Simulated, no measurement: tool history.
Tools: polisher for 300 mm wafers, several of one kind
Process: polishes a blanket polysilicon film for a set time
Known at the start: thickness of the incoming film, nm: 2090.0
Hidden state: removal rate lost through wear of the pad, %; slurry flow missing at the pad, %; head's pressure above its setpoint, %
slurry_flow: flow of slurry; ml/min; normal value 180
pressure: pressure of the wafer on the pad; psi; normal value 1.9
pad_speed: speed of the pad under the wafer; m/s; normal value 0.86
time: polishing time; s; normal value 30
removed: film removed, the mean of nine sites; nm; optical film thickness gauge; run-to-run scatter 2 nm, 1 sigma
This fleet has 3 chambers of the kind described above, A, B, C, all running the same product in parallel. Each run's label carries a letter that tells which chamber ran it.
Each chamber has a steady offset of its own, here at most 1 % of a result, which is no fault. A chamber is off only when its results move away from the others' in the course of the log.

| run | day | slurry_flow | pressure | pad_speed | time | wafers polished on this pad | hours since the slurry nozzle was cleaned | hours since the head pressure was calibrated | removed |
|---|---|---|---|---|---|---|---|---|---|
|  | 0.288 | chamber C: slurry nozzle cleaned |
| 1A | 0.429 | 180 | 1.9 | 0.86 | 30 | 583 | 511.5 | 351.3 | 136.12 |
| 2C | 0.871 | 180 | 1.9 | 0.86 | 30 | 452 | 14.0 | 697.3 | 132.86 |
|  | 1.183 | chamber B: slurry nozzle cleaned |
| 3B | 1.208 | 180 | 1.9 | 0.86 | 30 | 475 | 0.7 | 312.7 | 133.99 |
| 4A | 1.546 | 180 | 1.9 | 0.86 | 30 | 945 | 538.3 | 378.1 | 132.53 |
|  | 1.692 | chamber B: worn pad replaced by a new one |
| 5C | 1.925 | 200 | 1.5 | 0.86 | 30 | 794 | 39.3 | 722.6 | 108.15 |
| 6B | 2.367 | 200 | 1.5 | 0.86 | 30 | 219 | 28.5 | 340.5 | 107.98 |
|  | 2.575 | chamber A: slurry nozzle cleaned |
| 7A | 2.621 | 200 | 1.5 | 0.86 | 30 | 1294 | 1.2 | 403.9 | 107.50 |
| 8C | 2.829 | 180 | 1.9 | 0.86 | 30 | 1087 | 61.0 | 744.3 | 132.06 |
|  | 2.983 | chamber A: worn pad replaced by a new one |
| 9B | 3.225 | 210 | 1.9 | 0.86 | 30 | 497 | 49.1 | 361.1 | 136.80 |
|  | 3.533 | chamber B: worn pad replaced by a new one |
| 10C | 3.571 | 210 | 1.9 | 0.86 | 30 | 1328 | 78.8 | 762.1 | 131.39 |
| 11B | 3.942 | 210 | 1.9 | 0.86 | 30 | 133 | 66.3 | 378.3 | 140.54 |
| 12A | 4.279 | 180 | 1.9 | 0.86 | 30 | 420 | 41.0 | 443.7 | 134.06 |
| 13A | 4.671 | 180 | 1.9 | 0.86 | 30 | 547 | 50.4 | 453.1 | 133.69 |
| 14C | 4.950 | 180 | 2.3 | 0.86 | 21 | 1775 | 111.9 | 795.2 | 107.80 |
| 15B | 5.242 | 180 | 2.3 | 0.86 | 21 | 554 | 97.5 | 409.5 | 116.05 |
|  | 5.262 | chamber B: worn pad replaced by a new one |
| 16C | 5.625 | 180 | 2.3 | 0.86 | 21 | 1994 | 128.1 | 811.4 | 109.48 |
| 17A | 6.096 | 180 | 1.9 | 0.86 | 30 | 1009 | 84.6 | 487.3 | 133.98 |
|  | 6.292 | chamber A: worn pad replaced by a new one |
| 18B | 6.362 | 180 | 1.9 | 0.86 | 30 | 357 | 124.4 | 436.4 | 132.62 |
| 19A | 6.612 | 180 | 1.9 | 0.86 | 30 | 104 | 97.0 | 499.7 | 135.00 |
| 20C | 7.067 | 180 | 1.9 | 0.86 | 30 | 2461 | 162.7 | 846.0 | 126.97 |
|  | 7.358 | chamber B: worn pad replaced by a new one |
| 21B | 7.421 | 180 | 1.9 | 0.86 | 30 | 20 | 149.8 | 461.8 | 136.83 |
| 22B | 7.800 | 180 | 1.9 | 0.86 | 30 | 143 | 158.9 | 470.9 | 130.94 |
| 23C | 8.217 | 180 | 1.9 | 0.86 | 30 | 2834 | 190.3 | 873.6 | 127.43 |
| 24A | 8.625 | 180 | 1.9 | 0.86 | 30 | 756 | 145.3 | 548.0 | 133.85 |
| 25C | 8.917 | 180 | 1.9 | 0.86 | 30 | 3061 | 207.1 | 890.4 | 125.02 |
| 26A | 9.325 | 140 | 1.9 | 0.68 | 30 | 983 | 162.1 | 564.8 | 102.58 |

All chambers now run identical settings, listed one chamber a line with results as question marks. What results will each chamber show?
| 27A | 9.671 | 180 | 1.9 | 0.86 | 30 |  |  |  | ? |
| 27B | 9.671 | 180 | 1.9 | 0.86 | 30 |  |  |  | ? |
| 27C | 9.671 | 180 | 1.9 | 0.86 | 30 |  |  |  | ? |

| run | removed |
|---|---|
| 27A | 134.76 |
| 27B | 133.34 |
| 27C | 124.88 |

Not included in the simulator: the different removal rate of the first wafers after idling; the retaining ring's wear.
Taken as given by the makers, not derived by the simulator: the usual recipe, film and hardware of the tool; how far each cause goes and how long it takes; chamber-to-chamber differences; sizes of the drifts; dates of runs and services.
